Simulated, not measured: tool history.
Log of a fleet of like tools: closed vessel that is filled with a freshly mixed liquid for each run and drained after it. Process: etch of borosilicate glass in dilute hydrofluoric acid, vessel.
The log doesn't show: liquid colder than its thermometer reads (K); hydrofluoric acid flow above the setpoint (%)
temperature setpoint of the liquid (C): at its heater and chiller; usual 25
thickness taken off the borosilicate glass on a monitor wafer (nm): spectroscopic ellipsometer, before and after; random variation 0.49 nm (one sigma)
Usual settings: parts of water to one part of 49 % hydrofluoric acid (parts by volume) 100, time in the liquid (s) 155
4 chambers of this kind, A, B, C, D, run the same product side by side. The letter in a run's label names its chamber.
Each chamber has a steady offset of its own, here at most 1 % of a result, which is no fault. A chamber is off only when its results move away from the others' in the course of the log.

run     day  temperature setpoint of the liquid (C)  parts of water to one part of 49 % hydrofluoric acid (parts by volume)  time in the liquid (s)  hours since the thermometer was replaced  hours since the hydrofluoric acid flow meter was replaced  read-back film thickness of the borosilicate glass reference wafer, read on the same gauge (nm)  thickness taken off the borosilicate glass on a monitor wafer (nm)
 1B   0.512                                      25                                                                     100                     155                                     125.1                                                      327.3                                                                                           119.97                                                              51.165
 2A   0.962                                      25                                                                     100                     155                                      91.6                                                      740.3                                                                                              120                                                              50.384
 3D   1.238                                      25                                                                     100                     155                                    1947.5                                                     1359.6                                                                                           119.97                                                              51.969
 4C   1.717                                      25                                                                     100                     155                                     614.3                                                      571.5                                                                                           120.01                                                              51.372
 5C   2.317                                      25                                                                     100                     155                                     628.7                                                      585.9                                                                                              120                                                              51.027
 6D   2.846                                      25                                                                     100                     155                                    1986.1                                                     1398.2                                                                                           120.01                                                              52.183
 7A   3.158                                      25                                                                     100                     155                                     144.3                                                        793                                                                                           119.97                                                              50.121
 8B   3.642                                      25                                                                     100                     155                                     200.2                                                      402.4                                                                                              120                                                              50.648
 9C    3.95                                      25                                                                     100                     155                                     667.9                                                      625.1                                                                                              120                                                              51.529
10D     4.5                                      25                                                                     100                     155                                    2025.8                                                     1437.9                                                                                           119.99                                                              51.279
11A   4.879                                      25                                                                      70                     200                                     185.6                                                      834.3                                                                                           119.99                                                              97.209
12B   5.379                                      25                                                                      70                     200                                     241.9                                                      444.1                                                                                           119.99                                                              99.158
13A   5.954                                      25                                                                      70                     200                                     211.4                                                      860.1                                                                                           120.02                                                              98.747
14B    6.55                                      25                                                                      70                     200                                       270                                                      472.2                                                                                           119.99                                                              98.451
15D       7                                      25                                                                     100                      85                                    2085.8                                                     1497.9                                                                                           120.02                                                              28.511
16C   7.412                                      25                                                                     100                      85                                       751                                                      708.2                                                                                           120.02                                                              27.736
17B   7.675                                      25                                                                     100                      85                                       297                                                      499.2                                                                                           120.01                                                              27.782
18D    8.05                                      25                                                                     100                      85                                      2111                                                     1523.1                                                                                           120.03                                                               29.19
19C   8.358                                      25                                                                     100                     155                                     773.7                                                      730.9                                                                                           119.98                                                              50.786
20A   8.954                                      25                                                                     100                     155                                     283.4                                                      932.1                                                                                              120                                                              50.186
21D   9.471                                      25                                                                     100                     155                                    2145.1                                                     1557.2                                                                                           119.96                                                              53.636
22C   9.996                                      25                                                                     100                     155                                       813                                                      770.2                                                                                           119.99                                                              50.869
23B  10.558                                      25                                                                     100                     155                                     366.2                                                      568.4                                                                                              120                                                              51.841
24A  10.925                                      25                                                                     100                     155                                     330.7                                                      979.4                                                                                           119.98                                                              50.278
25B  11.229                                      25                                                                     100                     155                                     382.3                                                      584.5                                                                                           120.02                                                              50.711
26D  11.733                                      25                                                                     100                     155                                    2199.4                                                     1611.5                                                                                           120.01                                                              54.617
27A   12.15                                      25                                                                     100                     155                                     360.1                                                     1008.8                                                                                           120.03                                                              50.776
28C  12.579                                      25                                                                     100                     155                                       875                                                      832.2                                                                                           119.98                                                              51.148
29D   13.15                                      25                                                                     100                     155                                    2233.4                                                     1645.5                                                                                           120.04                                                              53.252
30C  13.604                                      25                                                                     100                     155                                     899.6                                                      856.8                                                                                           119.98                                                              50.677
31B  13.908                                    20.5                                                                     145                     155                                     446.6                                                      648.8                                                                                           120.01                                                              28.406
32A  14.492                                    20.5                                                                     145                     155                                     416.3                                                       1065                                                                                              120                                                              27.363
33D  14.908                                    20.5                                                                     145                     155                                    2275.6                                                     1687.7                                                                                           119.97                                                              30.745
34A  15.433                                    20.5                                                                     145                     155                                     438.9                                                     1087.6                                                                                           119.99                                                              27.352
35B  15.996                                      25                                                                     100                     155                                     496.7                                                      698.9                                                                                           120.03                                                              51.488
36C  16.288                                      25                                                                     100                     155                                       964                                                      921.2                                                                                           120.02                                                              51.063
37A  16.646                                      25                                                                     100                     155                                       468                                                     1116.7                                                                                              120                                                              50.937
38C  17.233                                      28                                                                     135                     155                                     986.7                                                      943.9                                                                                           120.01                                                               40.48
39B  17.533                                      28                                                                     135                     155                                     533.6                                                      735.8                                                                                           119.99                                                              40.742
40D  18.088                                      28                                                                     135                     155                                    2351.9                                                       1764                                                                                           119.99                                                              46.118
41C  18.562                                      28                                                                     135                     155                                    1018.6                                                      975.8                                                                                              120                                                              40.626
42D  19.004                                      25                                                                     100                     155                                    2373.9                                                       1786                                                                                           120.01                                                              57.464
43A  19.542                                    28.5                                                                     100                     155                                     537.5                                                     1186.2                                                                                           119.96                                                              57.897

All 4 chambers run these settings next. Forecast each chamber's results:
44A  19.983                                      25                                                                     100                      90                                                                                                                                                                                                                                                                         ?
44B  19.983                                      25                                                                     100                      90                                                                                                                                                                                                                                                                         ?
44C  19.983                                      25                                                                     100                      90                                                                                                                                                                                                                                                                         ?
44D  19.983                                      25                                                                     100                      90                                                                                                                                                                                                                                                                         ?

run  thickness taken off the borosilicate glass on a monitor wafer (nm)
44A                                                              28.922
44B                                                              29.833
44C                                                              28.973
44D                                                              33.615

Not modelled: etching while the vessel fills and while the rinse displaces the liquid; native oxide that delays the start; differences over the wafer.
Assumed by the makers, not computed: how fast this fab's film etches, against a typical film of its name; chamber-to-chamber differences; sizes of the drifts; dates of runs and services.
